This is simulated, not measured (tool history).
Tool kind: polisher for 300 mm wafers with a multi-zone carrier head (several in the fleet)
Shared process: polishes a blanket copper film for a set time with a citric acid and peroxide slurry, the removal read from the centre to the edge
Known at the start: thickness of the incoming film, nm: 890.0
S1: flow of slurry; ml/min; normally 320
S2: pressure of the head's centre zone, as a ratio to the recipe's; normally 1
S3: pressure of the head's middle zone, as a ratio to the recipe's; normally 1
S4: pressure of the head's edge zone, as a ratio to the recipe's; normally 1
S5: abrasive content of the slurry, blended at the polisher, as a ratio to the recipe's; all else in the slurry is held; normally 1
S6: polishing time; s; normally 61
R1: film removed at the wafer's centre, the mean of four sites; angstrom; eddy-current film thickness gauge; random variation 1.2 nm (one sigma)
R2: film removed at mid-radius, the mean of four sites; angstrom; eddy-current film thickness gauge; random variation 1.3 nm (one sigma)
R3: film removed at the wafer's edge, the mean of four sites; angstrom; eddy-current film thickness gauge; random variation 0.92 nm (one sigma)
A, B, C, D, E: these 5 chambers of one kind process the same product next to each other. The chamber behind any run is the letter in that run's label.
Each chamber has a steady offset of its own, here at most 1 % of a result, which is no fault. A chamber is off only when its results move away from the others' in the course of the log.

run 1D hour=4.6 | S1=320 S2=1 S3=1 S4=1 S5=1 S6=61 | R1=1338.2 R2=1346.2 R3=1374
-- hour=5.7 chamber B: slurry nozzle cleaned
-- hour=10.2 chamber D: worn pad replaced by a new one
run 2B hour=13.7 | S1=320 S2=1 S3=1 S4=1 S5=1 S6=61 | R1=1377.7 R2=1344.6 R3=1365.3
-- hour=15.6 chamber D: slurry nozzle cleaned
run 3E hour=19.5 | S1=320 S2=1 S3=1 S4=1 S5=1 S6=61 | R1=1336.2 R2=1355.3 R3=1366.5
run 4A hour=24.7 | S1=320 S2=1 S3=1 S4=1 S5=1 S6=61 | R1=1361 R2=1353.8 R3=1362.1
run 5C hour=32.4 | S1=320 S2=1 S3=1 S4=1 S5=1.2 S6=80 | R1=1867 R2=1844.3 R3=1847
-- hour=38.2 chamber B: worn pad replaced by a new one
run 6B hour=39 | S1=320 S2=1 S3=1 S4=1 S5=1.2 S6=80 | R1=1871.5 R2=1863.2 R3=1885.1
-- hour=45.1 chamber C: worn pad replaced by a new one
-- hour=46.1 chamber E: centre zone pressure recalibrated
run 7C hour=46.8 | S1=320 S2=1 S3=1 S4=1 S5=1.2 S6=80 | R1=1840.2 R2=1863.8 R3=1841
run 8E hour=50.9 | S1=320 S2=1 S3=1 S4=1 S5=1.2 S6=80 | R1=1841.2 R2=1838.3 R3=1855
-- hour=53.1 chamber A: worn pad replaced by a new one
run 9A hour=55.9 | S1=320 S2=1 S3=1 S4=1 S5=1.2 S6=80 | R1=1844.9 R2=1847.5 R3=1824.3
run 10D hour=64 | S1=320 S2=1 S3=1 S4=1 S5=1 S6=61 | R1=1364.3 R2=1376.3 R3=1347
run 11D hour=68.9 | S1=320 S2=1 S3=1 S4=1 S5=1 S6=61 | R1=1359.4 R2=1355.9 R3=1356.6
run 12C hour=74.5 | S1=320 S2=1 S3=1 S4=1 S5=1 S6=54 | R1=1202 R2=1196.3 R3=1195.1
run 13E hour=80.4 | S1=320 S2=1 S3=1 S4=1 S5=1 S6=54 | R1=1214.4 R2=1195.4 R3=1196.5
-- hour=81 chamber B: edge zone pressure recalibrated
run 14B hour=85.6 | S1=320 S2=1 S3=1 S4=1 S5=1 S6=54 | R1=1212.8 R2=1181.2 R3=1210.9
-- hour=86.6 chamber E: worn pad replaced by a new one
run 15A hour=91 | S1=320 S2=1 S3=1 S4=1 S5=1 S6=54 | R1=1212.8 R2=1198.6 R3=1194.3
run 16B hour=97.3 | S1=320 S2=1 S3=1 S4=1 S5=1 S6=54 | R1=1193.9 R2=1215.5 R3=1211.8
run 17A hour=103.2 | S1=320 S2=1 S3=1 S4=1 S5=1 S6=61 | R1=1334.9 R2=1361.1 R3=1340
run 18C hour=110.7 | S1=320 S2=1 S3=1 S4=1 S5=1 S6=61 | R1=1340.9 R2=1341.4 R3=1337.2
-- hour=117.3 chamber D: edge zone pressure recalibrated
run 19E hour=118 | S1=320 S2=1 S3=1 S4=1 S5=1 S6=61 | R1=1361.6 R2=1376.5 R3=1345.8
-- hour=119.7 chamber B: worn pad replaced by a new one
run 20D hour=123.4 | S1=320 S2=1 S3=1 S4=1 S5=1 S6=61 | R1=1367.3 R2=1327.5 R3=1364.9
-- hour=129.3 chamber D: worn pad replaced by a new one
run 21D hour=129.7 | S1=320 S2=1 S3=1 S4=1 S5=1 S6=61 | R1=1371.9 R2=1371.1 R3=1366.1
-- hour=134 chamber B: centre zone pressure recalibrated
run 22A hour=136.4 | S1=320 S2=1 S3=1 S4=1 S5=1 S6=61 | R1=1342.2 R2=1336.1 R3=1340.3
-- hour=137.8 chamber A: worn pad replaced by a new one
run 23C hour=144.7 | S1=320 S2=1 S3=1 S4=1 S5=1 S6=61 | R1=1306.9 R2=1356.2 R3=1366.7
run 24E hour=150.4 | S1=320 S2=1 S3=1 S4=1 S5=1 S6=61 | R1=1331.3 R2=1373.4 R3=1361.3
run 25B hour=156.2 | S1=320 S2=1 S3=1 S4=1 S5=1 S6=61 | R1=1341.6 R2=1328.9 R3=1371.7
run 26A hour=164.9 | S1=320 S2=1 S3=1 S4=1 S5=1 S6=61 | R1=1342.8 R2=1336.3 R3=1338.6
-- hour=167.6 chamber C: worn pad replaced by a new one
run 27E hour=170.6 | S1=320 S2=1 S3=1 S4=1 S5=1 S6=61 | R1=1361.1 R2=1373.6 R3=1357.3
run 28C hour=179.6 | S1=320 S2=1 S3=1 S4=1 S5=1 S6=61 | R1=1295.9 R2=1359.2 R3=1354.3
run 29D hour=184.9 | S1=320 S2=1 S3=1 S4=1 S5=1 S6=61 | R1=1372.3 R2=1368.4 R3=1343.3
-- hour=185.4 chamber C: edge zone pressure recalibrated
-- hour=187.8 chamber E: worn pad replaced by a new one
run 30B hour=193.6 | S1=320 S2=1 S3=1 S4=1 S5=1 S6=61 | R1=1349 R2=1335.6 R3=1347.2
run 31B hour=199.4 | S1=320 S2=1 S3=1 S4=1 S5=1 S6=61 | R1=1329.1 R2=1338 R3=1350.2
-- hour=202 chamber B: worn pad replaced by a new one
run 32C hour=207.9 | S1=320 S2=1 S3=1 S4=1 S5=1 S6=61 | R1=1279.5 R2=1353.5 R3=1352.8
run 33A hour=216.2 | S1=320 S2=1 S3=1 S4=1 S5=1 S6=61 | R1=1349.6 R2=1339.2 R3=1358.1
-- hour=220.2 chamber A: worn pad replaced by a new one
run 34D hour=222.8 | S1=320 S2=1 S3=1 S4=1 S5=1 S6=61 | R1=1355 R2=1359.8 R3=1360.8
run 35E hour=226.8 | S1=320 S2=1 S3=1 S4=1 S5=1 S6=61 | R1=1374.8 R2=1327.5 R3=1344.8
run 36B hour=231.6 | S1=320 S2=1 S3=1 S4=1 S5=1 S6=61 | R1=1351.1 R2=1334.8 R3=1367.6
run 37A hour=237.3 | S1=220 S2=1 S3=1 S4=1.07 S5=1 S6=61 | R1=1293.1 R2=1286.4 R3=1352.2
run 38C hour=241.6 | S1=220 S2=1 S3=1 S4=1.07 S5=1 S6=61 | R1=1232.7 R2=1307.4 R3=1355.5

What goes on in this fleet: one chamber off, a drifting gauge, or nothing beyond the chambers' own small offsets? Name the chamber and the cause, if any.

One chamber, C, drifts off from the rest bit by bit.
Cause: centre zone's pressure below its setpoint, % = 6.34.

Here are 4 candidates for chamber C's next run, each the usual settings with a change, their results left as question marks. Which one brings its results back in line with what the others give on the usual settings?
Allowed miss from the other chambers' usual-settings mean, per result, to count as in line: R1 40 angstrom; R2 46 angstrom; R3 32 angstrom
run 39C-1 hour=248.2 | S1=325 S2=1.05 S3=0.98 S4=0.99 S5=1 S6=62 | R1=? R2=? R3=?
run 39C-2 hour=248.2 | S1=325 S2=1.1 S3=0.96 S4=0.98 S5=1 S6=63 | R1=? R2=? R3=?
run 39C-3 hour=248.2 | S1=315 S2=0.91 S3=1.04 S4=1.02 S5=1 S6=59 | R1=? R2=? R3=?
run 39C-4 hour=248.2 | S1=315 S2=0.95 S3=1.02 S4=1.01 S5=1 S6=60 | R1=? R2=? R3=?

Average result of the remaining chambers running the usual settings: R1 1352.8 angstrom; R2 1351.2 angstrom; R3 1356.1 angstrom
run=39C-1 R1=1364.4 R2=1360.5 R3=1354.2
run=39C-2 R1=1458.2 R2=1356 R3=1369.2
run=39C-3 R1=1106.4 R2=1365.2 R3=1304.9
run=39C-4 R1=1179.7 R2=1363.2 R3=1320.5
39C-1 puts the chamber back in line with the other chambers.
